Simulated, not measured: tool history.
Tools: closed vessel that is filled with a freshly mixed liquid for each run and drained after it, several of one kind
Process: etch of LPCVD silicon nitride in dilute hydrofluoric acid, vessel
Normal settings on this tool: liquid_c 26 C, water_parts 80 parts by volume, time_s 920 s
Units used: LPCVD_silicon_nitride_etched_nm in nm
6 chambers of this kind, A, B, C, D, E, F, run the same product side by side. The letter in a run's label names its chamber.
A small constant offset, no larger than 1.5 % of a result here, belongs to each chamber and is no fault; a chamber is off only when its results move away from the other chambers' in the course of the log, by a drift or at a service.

run    day  liquid_c  water_parts  time_s  hours since the thermometer was replaced  hours since the hydrofluoric acid flow meter was replaced  read-back film thickness of the LPCVD silicon nitride reference wafer, read on the same gauge (nm)  LPCVD_silicon_nitride_etched_nm
 1F  0.196        26           80     920                                     608.1                                                      602.2                                                                                              50.001                            5.384
 2E  0.454        26           80     920                                    1705.6                                                      181.4                                                                                              50.003                           5.3728
      0.55  -- chamber A: hydrofluoric acid flow meter replaced
 3C  0.638        26           80     920                                     723.8                                                      208.9                                                                                              49.996                           5.4744
 4B  0.896        26           80     920                                     430.2                                                      348.7                                                                                              49.983                           5.4912
 5D  1.108        26           80     920                                     317.2                                                      543.9                                                                                              50.002                           5.3763
 6A  1.325        26           80     920                                     792.7                                                       18.6                                                                                              50.004                            5.348
 7A  1.542        26           80     920                                     797.9                                                       23.8                                                                                              50.004                           5.3874
 8C  1.679        26           80     920                                     748.8                                                      233.9                                                                                               50.01                            5.479
 9E  1.958        26           80     920                                    1741.7                                                      217.5                                                                                              50.013                           5.3962
10F  2.196        26           80     920                                     656.1                                                      650.2                                                                                              49.987                            5.487
11B  2.483        26           80     920                                     468.3                                                      386.8                                                                                              49.992                           5.4564
12D  2.654        26           80     920                                     354.3                                                        581                                                                                              49.976                            5.436
13D  2.938        26           80     920                                     361.1                                                      587.8                                                                                                  50                           5.3899
14B  3.188        30           80     720                                     485.2                                                      403.7                                                                                              49.997                           5.5041
15E  3.325        30           80     720                                    1774.5                                                      250.3                                                                                              50.003                           5.5102
16F  3.475        30           80     720                                     686.8                                                      680.9                                                                                              49.999                           5.6134
17C  3.683        30           80     720                                     796.9                                                        282                                                                                              50.007                           5.6352
     3.817  -- chamber A: thermometer replaced
     3.871  -- chamber E: thermometer replaced
18A  3.921        30           80     720                                       2.6                                                       80.9                                                                                              49.995                           5.3769
19F  4.196        30           80     720                                     704.1                                                      698.2                                                                                              49.997                           5.4755
20B  4.383        26           80     920                                     513.9                                                      432.4                                                                                              50.007                           5.3802
21E  4.525        26           80     920                                      15.7                                                      279.1                                                                                              49.984                           5.4003
22D  4.708        26           80     920                                     403.6                                                      630.3                                                                                              49.976                            5.351
23A  4.979        26           80     920                                        28                                                      106.3                                                                                               49.99                           5.4816
24C  5.112        26           80     920                                     831.2                                                      316.3                                                                                              50.004                           5.3087
25D  5.321        26           80     920                                     418.3                                                        645                                                                                              49.992                           5.3205
26E  5.471        26           80     920                                      38.4                                                      301.8                                                                                              49.999                           5.3486
27A  5.621        26           80     920                                      43.4                                                      121.7                                                                                              49.994                             5.38
28B  5.871        26           80     920                                     549.6                                                      468.1                                                                                              49.977                           5.5057
29C  6.125        26           80     920                                     855.5                                                      340.6                                                                                              50.001                           5.2066
30F  6.304        26           80     920                                     754.7                                                      748.8                                                                                              50.004                           5.4257
31C  6.579        26           80     920                                     866.4                                                      351.5                                                                                              50.008                           5.1033
32B  6.862        26           80     920                                     573.4                                                      491.9                                                                                              50.013                           5.3889
33A  7.062        26           80     920                                        78                                                      156.3                                                                                              49.988                            5.542
34F  7.254        26           80     920                                     777.5                                                      771.6                                                                                              49.995                           5.5245
35E  7.462        26           80     920                                      86.2                                                      349.6                                                                                              50.025                           5.4038
36D  7.704        26           80     920                                     475.5                                                      702.2                                                                                              50.001                           5.3698
37C  7.958        26           80     585                                     899.5                                                      384.6                                                                                              49.997                           3.1307
38B  8.208        26           80     585                                     605.7                                                      524.2                                                                                              50.005                           3.5205
39D  8.446        26           80     585                                     493.3                                                        720                                                                                              49.996                           3.4816
40E  8.596        26           80     585                                     113.4                                                      376.8                                                                                              49.979                           3.4461
41F  8.725        26           80     585                                     812.8                                                      806.9                                                                                              49.971                           3.4858
42A    8.9        26           80     585                                     122.1                                                      200.4                                                                                              49.993                           3.4052
43F  9.108        26           80     920                                       822                                                      816.1                                                                                              50.032                           5.4785
44C  9.371        26           80     920                                     933.4                                                      418.5                                                                                              49.993                           4.7728

All chambers now run identical settings, listed one chamber a line with results as question marks. What results will each chamber show?
45A  9.583        26           80     730                                                                                                                                                                                                                                         ?
45B  9.583        26           80     730                                                                                                                                                                                                                                         ?
45C  9.583        26           80     730                                                                                                                                                                                                                                         ?
45D  9.583        26           80     730                                                                                                                                                                                                                                         ?
45E  9.583        26           80     730                                                                                                                                                                                                                                         ?
45F  9.583        26           80     730                                                                                                                                                                                                                                         ?

run  LPCVD_silicon_nitride_etched_nm
45A                           4.3285
45B                           4.3361
45C                           3.7756
45D                           4.2421
45E                           4.3636
45F                            4.323

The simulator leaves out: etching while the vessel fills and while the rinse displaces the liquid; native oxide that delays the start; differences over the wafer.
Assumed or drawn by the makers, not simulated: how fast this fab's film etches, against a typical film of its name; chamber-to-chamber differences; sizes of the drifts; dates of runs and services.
